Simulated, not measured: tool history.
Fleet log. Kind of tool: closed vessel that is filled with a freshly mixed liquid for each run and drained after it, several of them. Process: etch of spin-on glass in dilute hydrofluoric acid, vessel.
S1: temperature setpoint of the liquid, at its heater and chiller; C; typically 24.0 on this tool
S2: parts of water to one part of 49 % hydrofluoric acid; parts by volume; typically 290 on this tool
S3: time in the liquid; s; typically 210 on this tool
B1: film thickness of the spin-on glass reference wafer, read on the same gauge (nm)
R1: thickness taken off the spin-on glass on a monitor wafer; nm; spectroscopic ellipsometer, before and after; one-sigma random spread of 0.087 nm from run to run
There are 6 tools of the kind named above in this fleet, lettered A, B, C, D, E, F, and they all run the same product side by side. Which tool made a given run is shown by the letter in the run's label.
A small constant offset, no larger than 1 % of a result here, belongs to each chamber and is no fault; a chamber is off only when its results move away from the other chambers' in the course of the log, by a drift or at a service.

run 1B hour=7.5 | S1=24.0 S2=290 S3=210 | B1=119.95 | R1=19.554
run 2A hour=16.4 | S1=24.0 S2=290 S3=210 | B1=120.01 | R1=19.487
run 3E hour=20.5 | S1=24.0 S2=290 S3=210 | B1=120.02 | R1=19.502
run 4D hour=29.5 | S1=24.0 S2=290 S3=210 | B1=120.02 | R1=19.380
-- hour=33.3 chamber E: thermometer replaced
run 5F hour=33.9 | S1=24.0 S2=290 S3=210 | B1=119.96 | R1=19.685
run 6C hour=42.3 | S1=24.0 S2=290 S3=210 | B1=119.99 | R1=19.609
run 7F hour=49.5 | S1=24.0 S2=290 S3=210 | B1=120.05 | R1=19.456
run 8B hour=54.7 | S1=24.0 S2=290 S3=210 | B1=120.06 | R1=19.485
run 9C hour=62.9 | S1=20.5 S2=290 S3=210 | B1=120.00 | R1=17.331
run 10E hour=70.8 | S1=20.5 S2=290 S3=210 | B1=120.01 | R1=17.198
run 11D hour=75.3 | S1=20.5 S2=290 S3=210 | B1=120.03 | R1=17.340
run 12A hour=80.4 | S1=20.5 S2=290 S3=210 | B1=120.04 | R1=17.134
run 13B hour=87.3 | S1=20.5 S2=290 S3=210 | B1=120.00 | R1=17.331
run 14F hour=96.1 | S1=20.5 S2=290 S3=210 | B1=120.00 | R1=17.261
run 15D hour=100.4 | S1=24.0 S2=290 S3=210 | B1=119.99 | R1=19.367
run 16A hour=104.6 | S1=24.0 S2=290 S3=210 | B1=120.01 | R1=19.496
run 17E hour=113.2 | S1=24.0 S2=290 S3=210 | B1=120.02 | R1=19.544
run 18C hour=117.8 | S1=24.0 S2=290 S3=210 | B1=120.02 | R1=19.713
run 19A hour=125.0 | S1=24.0 S2=290 S3=210 | B1=120.01 | R1=19.462
run 20B hour=130.1 | S1=24.0 S2=290 S3=210 | B1=119.96 | R1=19.427
run 21C hour=134.4 | S1=24.0 S2=290 S3=210 | B1=120.00 | R1=19.605
run 22F hour=142.9 | S1=24.0 S2=290 S3=210 | B1=119.98 | R1=19.141
run 23E hour=151.2 | S1=24.0 S2=290 S3=210 | B1=120.03 | R1=19.485
run 24D hour=157.3 | S1=24.0 S2=290 S3=210 | B1=120.01 | R1=19.505
run 25E hour=165.1 | S1=24.0 S2=290 S3=210 | B1=120.01 | R1=19.466
run 26F hour=172.5 | S1=24.0 S2=290 S3=210 | B1=120.01 | R1=19.033
run 27B hour=180.8 | S1=24.0 S2=290 S3=210 | B1=120.00 | R1=19.530
run 28D hour=186.2 | S1=24.0 S2=290 S3=210 | B1=120.05 | R1=19.490
run 29A hour=191.7 | S1=24.0 S2=290 S3=210 | B1=119.92 | R1=19.494
run 30C hour=197.5 | S1=24.0 S2=290 S3=210 | B1=119.99 | R1=19.464
run 31A hour=206.3 | S1=24.0 S2=290 S3=210 | B1=119.98 | R1=19.471
-- hour=212.0 chamber B: thermometer replaced
run 32D hour=214.2 | S1=24.0 S2=290 S3=210 | B1=120.00 | R1=19.544
run 33E hour=221.7 | S1=24.0 S2=290 S3=210 | B1=120.00 | R1=19.534
run 34C hour=227.8 | S1=24.0 S2=290 S3=210 | B1=120.02 | R1=19.650
run 35B hour=232.6 | S1=24.0 S2=290 S3=210 | B1=120.03 | R1=19.471
run 36F hour=241.5 | S1=24.0 S2=290 S3=210 | B1=120.00 | R1=18.859
run 37F hour=246.0 | S1=24.0 S2=290 S3=210 | B1=119.97 | R1=18.879
run 38C hour=254.0 | S1=24.0 S2=290 S3=210 | B1=119.98 | R1=19.643
run 39D hour=259.3 | S1=24.0 S2=290 S3=210 | B1=120.02 | R1=19.467
run 40B hour=265.9 | S1=24.0 S2=290 S3=210 | B1=119.95 | R1=19.530
run 41E hour=269.9 | S1=24.0 S2=290 S3=210 | B1=120.01 | R1=19.649
run 42A hour=278.6 | S1=24.0 S2=290 S3=210 | B1=119.99 | R1=19.455

For the next run the whole fleet of 6 chambers uses the same settings. Give each chamber's results:
run 43A hour=285.1 | S1=24.0 S2=290 S3=210 | R1=?
run 43B hour=285.1 | S1=24.0 S2=290 S3=210 | R1=?
run 43C hour=285.1 | S1=24.0 S2=290 S3=210 | R1=?
run 43D hour=285.1 | S1=24.0 S2=290 S3=210 | R1=?
run 43E hour=285.1 | S1=24.0 S2=290 S3=210 | R1=?
run 43F hour=285.1 | S1=24.0 S2=290 S3=210 | R1=?

run=43A R1=19.457
run=43B R1=19.648
run=43C R1=19.681
run=43D R1=19.391
run=43E R1=19.492
run=43F R1=18.550

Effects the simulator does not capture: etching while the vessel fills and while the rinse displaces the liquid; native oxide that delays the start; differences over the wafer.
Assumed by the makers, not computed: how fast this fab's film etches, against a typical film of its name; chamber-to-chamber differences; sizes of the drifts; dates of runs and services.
